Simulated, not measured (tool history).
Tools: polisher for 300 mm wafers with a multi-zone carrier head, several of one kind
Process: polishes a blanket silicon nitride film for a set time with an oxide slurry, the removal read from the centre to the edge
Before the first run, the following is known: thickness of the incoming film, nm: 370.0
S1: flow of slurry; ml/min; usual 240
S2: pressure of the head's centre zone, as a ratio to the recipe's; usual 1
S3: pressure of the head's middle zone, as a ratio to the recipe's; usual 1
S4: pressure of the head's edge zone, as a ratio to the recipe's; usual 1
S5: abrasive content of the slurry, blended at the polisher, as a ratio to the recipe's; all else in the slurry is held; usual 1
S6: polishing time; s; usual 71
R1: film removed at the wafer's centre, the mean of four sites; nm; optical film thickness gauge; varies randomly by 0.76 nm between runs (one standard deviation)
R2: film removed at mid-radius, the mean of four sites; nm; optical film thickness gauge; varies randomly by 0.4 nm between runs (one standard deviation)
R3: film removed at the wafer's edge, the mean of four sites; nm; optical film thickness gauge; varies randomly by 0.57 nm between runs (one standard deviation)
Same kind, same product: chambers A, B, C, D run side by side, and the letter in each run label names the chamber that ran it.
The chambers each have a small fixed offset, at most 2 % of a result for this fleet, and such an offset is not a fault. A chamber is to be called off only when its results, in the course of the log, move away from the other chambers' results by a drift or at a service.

run     day   S1    S2    S3  S4   S5  S6      R1      R2      R3
      0.342  -- chamber D: worn pad replaced by a new one
 1C   0.517  240     1     1   1    1  71  52.579  50.773  52.324
 2A   0.762  240     1     1   1    1  71  51.424  52.429  49.926
      1.021  -- chamber B: worn pad replaced by a new one
 3D   1.088  240     1     1   1    1  71  53.533  51.903  50.988
 4B   1.333  240     1     1   1    1  71  51.688  50.084  51.594
      1.479  -- chamber B: edge zone pressure recalibrated
 5B   1.721  240     1     1   1    1  71   51.72  51.716  52.175
 6A   2.104  240     1     1   1    1  71  53.176  50.707  50.716
 7C   2.446  240     1     1   1    1  71  51.165  51.064  52.267
 8D   2.888  240     1     1   1    1  71  50.927  51.088  51.537
 9D   3.142  240  1.05  0.91   1    1  71  52.786  47.079  51.339
      3.196  -- chamber C: worn pad replaced by a new one
10B   3.658  240  1.05  0.91   1    1  71  53.381  46.718  50.898
      3.725  -- chamber D: worn pad replaced by a new one
11C   4.008  240  1.05  0.91   1    1  71  54.424  46.997  51.736
12A   4.296  240  1.05  0.91   1    1  71  54.057  47.937  50.222
      4.412  -- chamber A: edge zone pressure recalibrated
      4.538  -- chamber B: worn pad replaced by a new one
13A   4.775  240     1     1   1    1  71  50.329  51.129  51.442
14D   5.025  240     1     1   1    1  71  51.285  51.238  50.987
15B   5.467  240     1     1   1    1  71   50.54  50.822  52.756
16C   5.892  240     1     1   1    1  71  52.819  50.827  51.699
       6.25  -- chamber B: centre zone pressure recalibrated
17A   6.317  240     1  1.08   1  1.1  71  53.481  58.493  52.163
      6.625  -- chamber A: slurry nozzle cleaned
18D   6.625  240     1  1.08   1  1.1  71  53.527  56.737  53.338
      6.796  -- chamber B: slurry nozzle cleaned
      6.854  -- chamber D: worn pad replaced by a new one
19B   6.862  240     1  1.08   1  1.1  71  53.305  57.657  53.975
20C   7.171  240     1  1.08   1  1.1  71  53.329  57.021    53.2
      7.375  -- chamber C: worn pad replaced by a new one
21A   7.571  240     1   0.9   1    1  71  49.922  46.213  51.443
      7.779  -- chamber B: worn pad replaced by a new one
22B   7.929  240     1   0.9   1    1  71  53.367  46.799  52.076
23C   8.433  240     1   0.9   1    1  71   51.91  46.829  52.171
24D   8.875  240     1   0.9   1    1  71  50.758  46.653  51.099
      8.946  -- chamber D: slurry nozzle cleaned
25C   9.342  240     1     1   1    1  71  51.307  50.707  51.126
26B   9.792  240     1     1   1    1  71  52.197  51.238   52.22
      9.808  -- chamber D: worn pad replaced by a new one
27A  10.188  325     1     1   1    1  71  50.118  50.329  48.586
28D  10.467  325     1     1   1    1  71   53.23  52.609  53.333
29A  10.771  325     1     1   1    1  71  47.724  49.591  47.791
30B  11.029  325     1     1   1    1  71  53.495  52.751  51.915
     11.371  -- chamber C: worn pad replaced by a new one
     11.379  -- chamber B: worn pad replaced by a new one
     11.525  -- chamber C: centre zone pressure recalibrated
31D  11.525  240     1     1   1    1  71  51.097   50.94  51.446
32C  12.067  240     1     1   1    1  71  52.583  50.988  51.459
33A  12.446  240     1     1   1    1  71  45.623  47.071  46.246
34C  12.729  200     1     1   1    1  71  50.116  50.235  48.715
     13.117  -- chamber D: worn pad replaced by a new one
35B  13.233  200     1     1   1    1  71  49.306  49.442  51.585
36D  13.717  200     1     1   1    1  71  50.707  50.869  50.711
37B  14.112  200     1     1   1    1  71  50.092  50.127  50.643
38A  14.633  240     1     1   1    1  71  44.642  44.522  43.652
39C  15.079  240     1     1   1    1  71  52.051  51.186   51.04

Next, every chamber runs the same settings. What will each give?
40A  15.467  240   1   1   1   1  71   ?   ?   ?
40B  15.467  240   1   1   1   1  71   ?   ?   ?
40C  15.467  240   1   1   1   1  71   ?   ?   ?
40D  15.467  240   1   1   1   1  71   ?   ?   ?

run      R1      R2      R3
40A  43.056  44.218   43.99
40B  51.576  51.725  50.664
40C  49.568  51.209  51.175
40D  50.548  51.293  50.621

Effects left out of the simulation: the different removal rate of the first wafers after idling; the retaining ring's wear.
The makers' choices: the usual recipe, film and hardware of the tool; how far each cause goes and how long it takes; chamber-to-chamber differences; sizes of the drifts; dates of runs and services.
